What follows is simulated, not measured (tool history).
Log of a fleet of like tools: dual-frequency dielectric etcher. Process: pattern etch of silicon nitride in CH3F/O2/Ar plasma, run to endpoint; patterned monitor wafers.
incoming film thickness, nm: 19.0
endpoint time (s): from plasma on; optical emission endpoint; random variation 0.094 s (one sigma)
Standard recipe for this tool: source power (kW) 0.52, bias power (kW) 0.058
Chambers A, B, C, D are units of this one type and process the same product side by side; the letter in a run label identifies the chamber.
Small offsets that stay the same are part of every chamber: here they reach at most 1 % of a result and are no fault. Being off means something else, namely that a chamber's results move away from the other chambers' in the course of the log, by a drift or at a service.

run   hour  source power (kW)  bias power (kW)  hours since the last wet clean  hours since the last source power generator calibration  hours since the last bias power generator calibration  endpoint time (s)
       9.2  -- chamber A: wet clean of the chamber
 1B     12               0.52            0.058                            57.9                                                   1894.9                                                 2056.2             26.677
 2A   20.1               0.52            0.058                            10.9                                                   4203.1                                                 3092.5             26.697
 3C     27               0.52            0.058                            42.4                                                    469.7                                                   2871             26.727
 4D   35.5               0.52            0.058                           465.4                                                     1859                                                 1028.2             27.052
 5A   47.9               0.42            0.063                            38.7                                                   4230.9                                                 3120.3             28.007
 6B   59.9               0.42            0.063                           105.8                                                   1942.8                                                 2104.1             28.131
 7D   68.4               0.42            0.063                           498.3                                                   1891.9                                                 1061.1             28.542
 8C   75.9               0.42            0.063                            91.3                                                    518.6                                                 2919.9             28.226
 9B     83               0.52            0.058                           128.9                                                   1965.9                                                 2127.2             26.533
        89  -- chamber D: wet clean of the chamber
10A   89.5               0.52            0.058                            80.3                                                   4272.5                                                 3161.9             26.633
11C  101.2               0.52            0.058                           116.6                                                    543.9                                                 2945.2             26.883
12D  108.3               0.52            0.049                            19.3                                                   1931.8                                                   1101             29.761
13A  116.5               0.52            0.049                           107.3                                                   4299.5                                                 3188.9              28.09
14B  123.4               0.52            0.049                           169.3                                                   2006.3                                                 2167.6             28.041
     124.8  -- chamber A: source power generator calibrated
15C  136.5               0.52            0.049                           151.9                                                    579.2                                                 2980.5               28.2
16D  150.7               0.52            0.058                            61.7                                                   1974.2                                                 1143.4             28.062
17A  162.7               0.52            0.058                           153.5                                                       38                                                 3235.1             26.735
18C  171.2               0.52            0.058                           186.6                                                    613.9                                                 3015.2             26.824
19D  177.5               0.52            0.058                            88.5                                                     2001                                                 1170.2             28.188
20B  186.7               0.52            0.058                           232.6                                                   2069.6                                                 2230.9              26.64
21A  196.1               0.52            0.058                           186.9                                                     71.4                                                 3268.5             26.621
22C  205.1               0.52            0.058                           220.5                                                    647.8                                                 3049.1             26.785
23D  214.7               0.52            0.058                           125.7                                                   2038.2                                                 1207.4             28.258
24B  221.5               0.52            0.058                           267.4                                                   2104.4                                                 2265.7             26.818
25C  235.5               0.52            0.058                           250.9                                                    678.2                                                 3079.5             26.917
26A  246.9               0.45            0.048                           237.7                                                    122.2                                                 3319.3             29.905

Which is it: a chamber that has drifted or been left off by a service, a gauge drift common to all chambers, or only each chamber's usual small offset? If a chamber is off, name it and its likeliest cause.

After it was serviced, chamber D no longer matches the other chambers.
Cause: etch rate under this chamber's usual, % = 4.47.

Here are 4 candidates for chamber D's next run, each the usual settings with a change, their results left as question marks. Which one brings its results back in line with what the others give on the usual settings?
Counts as in line when no further than this from what the other chambers average on the usual settings: endpoint time (s) 0.33
27D-1  257.3               0.45            0.058                                                                                                                                                                  ?
27D-2  257.3               0.61            0.066                                                                                                                                                                  ?
27D-3  257.3               0.44            0.051                                                                                                                                                                  ?
27D-4  257.3               0.56            0.062                                                                                                                                                                  ?

Usual-settings mean across the other chambers: endpoint time (s) 26.689
  run  endpoint time (s)
27D-1             29.858
27D-2             25.412
27D-3             31.381
27D-4             26.815
The right change is 27D-4: it brings the chamber back within the allowed miss of the others.

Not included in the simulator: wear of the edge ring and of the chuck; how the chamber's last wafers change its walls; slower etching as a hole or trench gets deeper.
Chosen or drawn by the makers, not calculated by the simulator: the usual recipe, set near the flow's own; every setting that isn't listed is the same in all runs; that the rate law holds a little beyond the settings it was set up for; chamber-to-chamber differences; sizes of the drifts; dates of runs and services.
